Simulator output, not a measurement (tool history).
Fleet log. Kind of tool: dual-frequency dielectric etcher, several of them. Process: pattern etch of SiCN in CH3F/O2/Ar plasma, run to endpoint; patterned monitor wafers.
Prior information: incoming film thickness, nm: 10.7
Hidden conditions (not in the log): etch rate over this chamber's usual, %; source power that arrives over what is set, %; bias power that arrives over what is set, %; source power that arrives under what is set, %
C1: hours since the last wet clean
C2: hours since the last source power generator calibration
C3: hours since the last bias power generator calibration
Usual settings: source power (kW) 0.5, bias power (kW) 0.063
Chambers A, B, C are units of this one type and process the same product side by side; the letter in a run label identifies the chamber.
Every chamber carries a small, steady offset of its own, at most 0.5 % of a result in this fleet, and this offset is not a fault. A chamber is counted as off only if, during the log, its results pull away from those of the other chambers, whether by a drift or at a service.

{"run": "1A", "hour": 4.6, "source power (kW)": 0.5, "bias power (kW)": 0.063, "C1": 285.9, "C2": 2992.8, "C3": 1019.8, "endpoint time (s)": 27.554}
{"run": "2B", "hour": 10.5, "source power (kW)": 0.5, "bias power (kW)": 0.063, "C1": 200.1, "C2": 1773.3, "C3": 1831.1, "endpoint time (s)": 27.285}
{"run": "3C", "hour": 16.3, "source power (kW)": 0.5, "bias power (kW)": 0.063, "C1": 85.9, "C2": 669.3, "C3": 3489.5, "endpoint time (s)": 27.527}
{"run": "4B", "hour": 22.0, "source power (kW)": 0.5, "bias power (kW)": 0.063, "C1": 211.6, "C2": 1784.8, "C3": 1842.6, "endpoint time (s)": 27.57}
{"run": "5C", "hour": 26.1, "source power (kW)": 0.5, "bias power (kW)": 0.063, "C1": 95.7, "C2": 679.1, "C3": 3499.3, "endpoint time (s)": 27.396}
{"run": "6A", "hour": 30.7, "source power (kW)": 0.5, "bias power (kW)": 0.063, "C1": 312, "C2": 3018.9, "C3": 1045.9, "endpoint time (s)": 27.521}
{"run": "7A", "hour": 37.2, "source power (kW)": 0.5, "bias power (kW)": 0.063, "C1": 318.5, "C2": 3025.4, "C3": 1052.4, "endpoint time (s)": 27.392}
{"run": "8B", "hour": 42.7, "source power (kW)": 0.5, "bias power (kW)": 0.063, "C1": 232.3, "C2": 1805.5, "C3": 1863.3, "endpoint time (s)": 27.258}
{"hour": 47.8, "done": "chamber A: wet clean of the chamber"}
{"run": "9C", "hour": 47.9, "source power (kW)": 0.5, "bias power (kW)": 0.063, "C1": 117.5, "C2": 700.9, "C3": 3521.1, "endpoint time (s)": 27.554}
{"run": "10B", "hour": 53.8, "source power (kW)": 0.5, "bias power (kW)": 0.063, "C1": 243.4, "C2": 1816.6, "C3": 1874.4, "endpoint time (s)": 27.184}
{"hour": 55.3, "done": "chamber C: bias power generator calibrated"}
{"run": "11C", "hour": 60.0, "source power (kW)": 0.46, "bias power (kW)": 0.048, "C1": 129.6, "C2": 713, "C3": 4.8, "endpoint time (s)": 31.026}
{"run": "12A", "hour": 65.2, "source power (kW)": 0.46, "bias power (kW)": 0.048, "C1": 17.5, "C2": 3053.4, "C3": 1080.4, "endpoint time (s)": 30.85}
{"run": "13B", "hour": 68.9, "source power (kW)": 0.46, "bias power (kW)": 0.048, "C1": 258.5, "C2": 1831.7, "C3": 1889.5, "endpoint time (s)": 30.594}
{"run": "14A", "hour": 75.3, "source power (kW)": 0.5, "bias power (kW)": 0.063, "C1": 27.6, "C2": 3063.5, "C3": 1090.5, "endpoint time (s)": 27.241}
{"run": "15C", "hour": 79.5, "source power (kW)": 0.5, "bias power (kW)": 0.063, "C1": 149.1, "C2": 732.5, "C3": 24.3, "endpoint time (s)": 27.502}
{"run": "16A", "hour": 84.2, "source power (kW)": 0.5, "bias power (kW)": 0.063, "C1": 36.5, "C2": 3072.4, "C3": 1099.4, "endpoint time (s)": 27.621}
{"run": "17B", "hour": 88.7, "source power (kW)": 0.58, "bias power (kW)": 0.078, "C1": 278.3, "C2": 1851.5, "C3": 1909.3, "endpoint time (s)": 24.069}
{"run": "18C", "hour": 93.5, "source power (kW)": 0.58, "bias power (kW)": 0.078, "C1": 163.1, "C2": 746.5, "C3": 38.3, "endpoint time (s)": 24.083}
{"run": "19A", "hour": 98.7, "source power (kW)": 0.58, "bias power (kW)": 0.078, "C1": 51, "C2": 3086.9, "C3": 1113.9, "endpoint time (s)": 24.12}
{"run": "20C", "hour": 103.2, "source power (kW)": 0.5, "bias power (kW)": 0.063, "C1": 172.8, "C2": 756.2, "C3": 48, "endpoint time (s)": 27.234}

Next, every chamber runs the same settings. What will each give?
{"run": "21A", "hour": 108.0, "source power (kW)": 0.5, "bias power (kW)": 0.048, "endpoint time (s)": "?"}
{"run": "21B", "hour": 108.0, "source power (kW)": 0.5, "bias power (kW)": 0.048, "endpoint time (s)": "?"}
{"run": "21C", "hour": 108.0, "source power (kW)": 0.5, "bias power (kW)": 0.048, "endpoint time (s)": "?"}

run=21A endpoint_time_(s)=29.99
run=21B endpoint_time_(s)=29.743
run=21C endpoint_time_(s)=30.077
